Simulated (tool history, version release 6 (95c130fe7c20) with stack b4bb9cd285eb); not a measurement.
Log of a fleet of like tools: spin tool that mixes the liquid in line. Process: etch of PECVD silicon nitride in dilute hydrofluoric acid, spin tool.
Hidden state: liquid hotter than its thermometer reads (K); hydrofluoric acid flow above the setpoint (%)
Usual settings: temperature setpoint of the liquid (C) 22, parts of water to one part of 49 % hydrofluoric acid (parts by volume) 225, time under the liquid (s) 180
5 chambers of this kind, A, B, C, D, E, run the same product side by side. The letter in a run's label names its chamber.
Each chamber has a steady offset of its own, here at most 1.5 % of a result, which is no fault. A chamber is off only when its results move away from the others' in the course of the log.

run,hour,temperature setpoint of the liquid (C),parts of water to one part of 49 % hydrofluoric acid (parts by volume),time under the liquid (s),hours since the thermometer was replaced,hours since the hydrofluoric acid flow meter was replaced,"read-back film thickness of the PECVD silicon nitride reference wafer, read on the same gauge (nm)",thickness taken off the PECVD silicon nitride on a monitor wafer (Å)
1C,7.5,22,225,180,1462.4,172.3,70.02,40.656
2A,16.9,22,225,180,495.2,301.4,70.019,40.641
3D,26.3,22,225,180,373.9,1581.1,70.043,41.527
4E,34.1,22,225,180,254.3,715.7,70.013,41.002
5B,40.1,22,225,180,910.8,1044.5,69.975,40.356
6A,47.3,22,225,180,525.6,331.8,69.993,40.464
7E,54.3,24,225,180,274.5,735.9,69.96,46.847
8D,61.1,24,225,180,408.7,1615.9,70.016,46.241
9C,67,24,225,180,1521.9,231.8,70.011,46.373
10B,72.1,24,225,180,942.8,1076.5,70.036,46.072
11B,80.4,24,225,180,951.1,1084.8,69.994,46.563
12E,88.1,22,225,180,308.3,769.7,69.968,40.966
13A,96.5,22,225,180,574.8,381,70.04,40.411
14D,104.6,22,225,180,452.2,1659.4,69.968,40.144
15C,115.3,22,225,180,1570.2,280.1,69.979,40.478
16A,125.8,22,225,180,604.1,410.3,69.986,40.662
17C,135.6,22,225,180,1590.5,300.4,70.037,40.285
18E,140.8,22,225,180,361,822.4,70.032,42.817
# hour 147: chamber C: thermometer replaced
19D,147,22,225,180,494.6,1701.8,69.988,40.476
# hour 152: chamber A: thermometer replaced
20B,158.1,22,225,180,1028.8,1162.5,70.019,39.993
21A,169.5,22,225,180,17.5,454,70.005,40.607
22C,175.4,22,225,180,28.5,340.2,70.024,40.539
23E,186,22,225,180,406.2,867.6,70.029,42.755
24B,196.8,22,280,235,1067.5,1201.2,70.035,42.354
25D,202.6,22,280,235,550.2,1757.4,69.991,43.05
26E,208.6,22,280,235,428.8,890.2,70.009,45.085
27D,218.3,22,280,235,565.9,1773.1,70.007,42.417
28B,224.8,22,280,235,1095.5,1229.2,70.016,42.812
29C,233.7,22,225,180,86.8,398.5,69.99,40.205
30A,242.5,22,225,180,90.5,527,69.998,40.511
31C,251.2,22,225,180,104.3,416,70.013,40.541
32B,259.6,26,225,270,1130.3,1264,70.036,78.524

Is one chamber off against the others, does the gauge drift, or is nothing wrong? If a chamber is off, say which, and what the likeliest cause is.

Chamber E drifts away from the others.
Cause: hydrofluoric acid flow above the setpoint (%) = 7.98.
The log may not tell that from: liquid hotter than its thermometer reads (K).

Here are 4 candidates for chamber E's next run, each the usual settings with a change, their results left as question marks. Which one brings its results back in line with what the others give on the usual settings?
In line means no further than this from the other chambers' mean on the usual settings: thickness taken off the PECVD silicon nitride on a monitor wafer (Å) 1.1
33E-1,268.1,24,225,180,,,,?
33E-2,268.1,21.5,225,170,,,,?
33E-3,268.1,22,220,190,,,,?
33E-4,268.1,21.5,235,170,,,,?

The other chambers' mean on the usual settings: thickness taken off the PECVD silicon nitride on a monitor wafer (Å) 40.6
run,thickness taken off the PECVD silicon nitride on a monitor wafer (Å)
33E-1,49.895
33E-2,40.279
33E-3,47.484
33E-4,38.62
33E-2 brings the chamber back in line.

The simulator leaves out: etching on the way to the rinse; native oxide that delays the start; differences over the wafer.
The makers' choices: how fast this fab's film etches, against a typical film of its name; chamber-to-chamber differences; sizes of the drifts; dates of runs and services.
